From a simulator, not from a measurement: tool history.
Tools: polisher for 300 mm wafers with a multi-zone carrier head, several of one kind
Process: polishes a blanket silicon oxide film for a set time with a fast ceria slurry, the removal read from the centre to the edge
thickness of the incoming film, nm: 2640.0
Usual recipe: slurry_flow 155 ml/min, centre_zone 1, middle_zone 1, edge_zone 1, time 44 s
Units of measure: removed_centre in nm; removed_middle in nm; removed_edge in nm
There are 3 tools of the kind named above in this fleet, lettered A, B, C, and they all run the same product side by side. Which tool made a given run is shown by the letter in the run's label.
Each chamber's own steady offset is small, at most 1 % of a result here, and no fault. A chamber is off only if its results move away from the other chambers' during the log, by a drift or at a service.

run,hour,slurry_flow,centre_zone,middle_zone,edge_zone,time,wafers polished on this pad,hours since the slurry nozzle was cleaned,hours since the centre zone pressure was calibrated,hours since the edge zone pressure was calibrated,removed_centre,removed_middle,removed_edge
1A,10.5,155,1,1,1,44,819,171.6,479.4,442.2,692,709.24,706.09
# hour 11.4: chamber A: centre zone pressure recalibrated
# hour 11.7: chamber A: worn pad replaced by a new one
2C,24.9,155,1,1,1,44,397,224,32.3,401.8,683.86,699.17,690.48
3B,31.7,155,1,1,1,44,998,189,261.7,212.7,675.9,699.45,697.99
4A,38.6,155,1,1,1,44,331,199.7,27.2,470.3,697.02,697.71,698.49
5C,45.6,155,1,1,1,44,652,244.7,53,422.5,707.52,698.14,697.31
6B,58.7,155,1,1,1,44,1330,216,288.7,239.7,704.82,697.3,696.44
# hour 66.1: chamber C: edge zone pressure recalibrated
7B,66.8,155,1.12,1,1,53,1429,224.1,296.8,247.8,950.27,847.36,818.54
# hour 68.7: chamber B: worn pad replaced by a new one
# hour 68.9: chamber A: slurry nozzle cleaned
# hour 70.5: chamber C: worn pad replaced by a new one
8C,75.5,155,1.12,1,1,53,61,274.6,82.9,9.5,964.04,857.31,836.08
# hour 83: chamber A: worn pad replaced by a new one
9A,88.6,155,1.12,1,1,53,69,19.7,77.2,520.3,962.96,843.57,849.52
10C,98.5,155,1,1,1,44,344,297.6,105.9,32.5,703.38,701.85,715.79
# hour 110: chamber C: slurry nozzle cleaned
11A,110.6,155,1,1,1,44,339,41.7,99.2,542.3,699.7,700.69,711.78
12B,123.6,155,1,1,1,44,674,280.9,353.6,304.6,714.81,703.5,702.49
13A,131.1,155,1,1,1,44,591,62.2,119.7,562.8,696.21,695.82,708.62
14B,139.6,155,1,1,1,44,871,296.9,369.6,320.6,683.54,698.9,710.91
# hour 150: chamber C: worn pad replaced by a new one
15C,151.3,155,1,1,1,44,17,41.3,158.7,85.3,707.55,708.94,728.11
# hour 159: chamber A: worn pad replaced by a new one
16A,162.5,155,1,1,1,44,44,93.6,151.1,594.2,699.13,692.08,703.21
# hour 165.5: chamber B: worn pad replaced by a new one
17B,174.7,155,1,1,1,44,114,332,404.7,355.7,714.06,699.28,691.34
# hour 176.7: chamber A: edge zone pressure recalibrated
18C,187.2,155,1,1,1,44,458,77.2,194.6,121.2,694.38,701.6,729.25
19C,196.4,155,1,1,1.11,56,571,86.4,203.8,130.4,887.72,896.11,942.32
20B,209.4,155,1,1,1.11,56,540,366.7,439.4,390.4,874.49,879.77,907.26
21A,222.3,155,1,1,1.11,56,778,153.4,210.9,45.7,879.34,874.78,936.8
# hour 229.6: chamber C: worn pad replaced by a new one
# hour 233.3: chamber A: worn pad replaced by a new one
22B,237,155,1,1.08,1,44,879,394.3,467,418,665.13,747.27,699.35
23C,244.6,155,1,1.08,1,44,185,134.6,252,178.6,698.29,754.1,714.42
24A,254.7,155,1,1.08,1,44,263,185.8,243.3,78.1,675.89,756.59,707.6
# hour 266.8: chamber B: worn pad replaced by a new one
25B,269.7,155,1,1,1,44,36,427,499.7,450.7,656.48,687.88,678.64
26C,277.4,155,1,1,1,44,588,167.4,284.8,211.4,722.43,700.07,706.26
# hour 278.7: chamber A: slurry nozzle cleaned
27A,289,155,0.96,1,1,53,684,10.3,277.6,112.4,817.25,842.29,845.4
28C,300.1,155,0.96,1,1,53,867,190.1,307.5,234.1,796.51,859.43,853.95
# hour 307.8: chamber C: worn pad replaced by a new one
29B,311.9,155,0.96,1,1,53,554,469.2,541.9,492.9,765.11,796.95,825.95
# hour 314.9: chamber A: worn pad replaced by a new one
30A,319,155,1,1,1,44,50,40.3,307.6,142.4,689.9,712.48,709.37
31C,332.8,155,1,1,1,44,307,222.8,340.2,266.8,691.17,706.74,695.51
32A,344.3,155,1,1,1,44,361,65.6,332.9,167.7,682.8,706.55,700.27
# hour 350.6: chamber C: slurry nozzle cleaned
33B,353.5,155,1,1,1,44,1066,510.8,583.5,534.5,640.14,657.49,679.45
# hour 357.6: chamber B: edge zone pressure recalibrated
34B,362.6,155,1.05,1.08,1,44,1177,519.9,592.6,5.1,658.55,692.44,665.02
35A,370.3,155,1.05,1.08,1,44,680,91.6,358.9,193.7,748.53,747.04,709.08
36C,382.5,155,1.05,1.08,1,44,918,32,389.9,316.5,721.71,749.54,697.06

Is one chamber out of step, is the gauge drifting, or do the chambers differ by no more than their own small offsets? For an off chamber, give its letter and the likeliest cause.

Chamber B drifts away from the others.
Most likely cause: slurry flow missing at the pad, % = 36.3.

Which of the 4 candidates below, each the usual settings with something changed and its results left as question marks, puts chamber B back in line with what the other chambers give on the usual settings?
A result is in line if it is within this distance of the other chambers' mean on the usual settings: removed_centre 34 nm; removed_middle 25 nm; removed_edge 28 nm
37B-1,393.2,145,0.98,0.99,1.01,41,,,,,?,?,?
37B-2,393.2,150,0.99,0.99,1.01,43,,,,,?,?,?
37B-3,393.2,160,1.01,1.01,0.99,45,,,,,?,?,?
37B-4,393.2,165,1.02,1.01,0.99,47,,,,,?,?,?

What the other chambers average on the usual settings: removed_centre 696.83 nm; removed_middle 700.79 nm; removed_edge 706.06 nm
run,removed_centre,removed_middle,removed_edge
37B-1,551.76,571.67,609.68
37B-2,591.96,605.6,643.75
37B-3,646.72,657.59,674.83
37B-4,689.31,692.55,708.85
Change 37B-4 lands the chamber within the allowed miss of the other chambers.

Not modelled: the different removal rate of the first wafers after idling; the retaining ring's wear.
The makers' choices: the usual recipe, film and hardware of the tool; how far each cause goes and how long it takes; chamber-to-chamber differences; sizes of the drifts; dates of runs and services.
